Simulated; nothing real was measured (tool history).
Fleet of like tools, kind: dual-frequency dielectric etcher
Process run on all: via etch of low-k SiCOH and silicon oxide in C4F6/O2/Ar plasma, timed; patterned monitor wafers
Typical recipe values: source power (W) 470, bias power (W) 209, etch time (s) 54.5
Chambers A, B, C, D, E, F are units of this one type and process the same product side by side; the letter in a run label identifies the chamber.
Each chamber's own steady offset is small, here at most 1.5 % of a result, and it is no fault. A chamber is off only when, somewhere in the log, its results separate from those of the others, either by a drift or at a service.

run	hour	source power (W)	bias power (W)	etch time (s)	hours since the last wet clean	hours since the last source power generator calibration	hours since the last bias power generator calibration	read-back reference wafer on the same gauge, depth_nm	mean etch depth across the wafer (Å)
1B	12.1	470	209	54.5	133.2	1190.8	1149.3	173.91	1691.3
# hour 16.4: chamber E: wet clean of the chamber
2C	18.9	470	209	54.5	204.4	2318.6	1729.8	173.97	1685.9
3D	29.4	470	209	54.5	152.9	1492.7	2531.4	173.99	1704.5
# hour 37.5: chamber E: source power generator calibrated
4F	40.8	470	209	54.5	177.2	4542.9	553.3	174.07	1714.2
5E	48.1	470	209	54.5	31.8	10.7	1133.6	173.95	1694.5
6A	59	430	209	61.5	331.2	1985.1	1693.2	173.94	1863.5
7C	65.8	430	209	61.5	251.3	2365.5	1776.7	173.95	1829.3
# hour 69.6: chamber C: source power generator calibrated
8E	79.2	430	209	61.5	62.9	41.8	1164.7	174.14	1849.2
9F	85.9	430	209	61.5	222.3	4588	598.4	174.04	1870.6
# hour 91.6: chamber D: bias power generator calibrated
10A	93.1	430	209	61.5	365.3	2019.2	1727.3	173.87	1861.1
# hour 96.6: chamber A: wet clean of the chamber
11B	101.3	430	209	61.5	222.4	1280	1238.5	173.99	1846.6
12D	112.1	470	209	54.5	235.6	1575.4	20.6	174.03	1707
13E	124.2	470	209	54.5	107.9	86.8	1209.7	173.88	1697
# hour 128.7: chamber F: source power generator calibrated
14F	137.4	470	209	54.5	273.8	8.8	649.9	174.01	1717.3
15C	144.5	470	209	54.5	330	74.9	1855.4	173.87	1674.9
16B	151.3	470	209	54.5	272.4	1330	1288.5	174.01	1689.7
17A	162.2	470	209	54.5	65.7	2088.3	1796.4	173.97	1712
18D	169.7	470	246	61	293.2	1633	78.2	173.94	2031.4
19A	182.8	470	246	61	86.3	2108.9	1817	174.02	2020.3
20C	196.5	470	246	61	382	126.9	1907.4	174.02	1983
21F	210.1	470	246	61	346.5	81.5	722.6	173.97	2027.4
22E	219.4	470	246	61	203.1	182	1304.9	174.15	2001.6
23D	227.6	470	246	61	351.1	1690.9	136.1	174.02	2033.7
24B	240.5	470	209	54.5	361.6	1419.2	1377.7	174.04	1696.7
25B	248.6	470	209	54.5	369.7	1427.3	1385.8	173.92	1697.6
26D	262.9	470	209	54.5	386.4	1726.2	171.4	174	1736.6
27E	274.5	470	209	54.5	258.2	237.1	1360	173.93	1692.2
28A	286.2	550	255	54.5	189.7	2212.3	1920.4	174.03	1936
29C	293.7	550	255	54.5	479.2	224.1	2004.6	173.99	1909.7
30F	301.3	550	255	54.5	437.7	172.7	813.8	173.99	1939.9
31E	309.4	550	255	54.5	293.1	272	1394.9	174.12	1919.2
# hour 312.5: chamber C: wet clean of the chamber
32F	318.3	550	255	54.5	454.7	189.7	830.8	174.04	1950.8
33C	327.4	550	255	54.5	14.9	257.8	2038.3	174.01	1903.3
34A	334.6	470	209	54.5	238.1	2260.7	1968.8	173.91	1706.4
35B	345	470	209	54.5	466.1	1523.7	1482.2	174.07	1695.7
36D	356.2	470	209	54.5	479.7	1819.5	264.7	174	1745.5

For the next run the whole fleet of 6 chambers uses the same settings. Give each chamber's results:
37A	366.7	520	209	54.5					?
37B	366.7	520	209	54.5					?
37C	366.7	520	209	54.5					?
37D	366.7	520	209	54.5					?
37E	366.7	520	209	54.5					?
37F	366.7	520	209	54.5					?

run	mean etch depth across the wafer (Å)
37A	1776.5
37B	1769.3
37C	1748.5
37D	1814.7
37E	1759.6
37F	1782.4
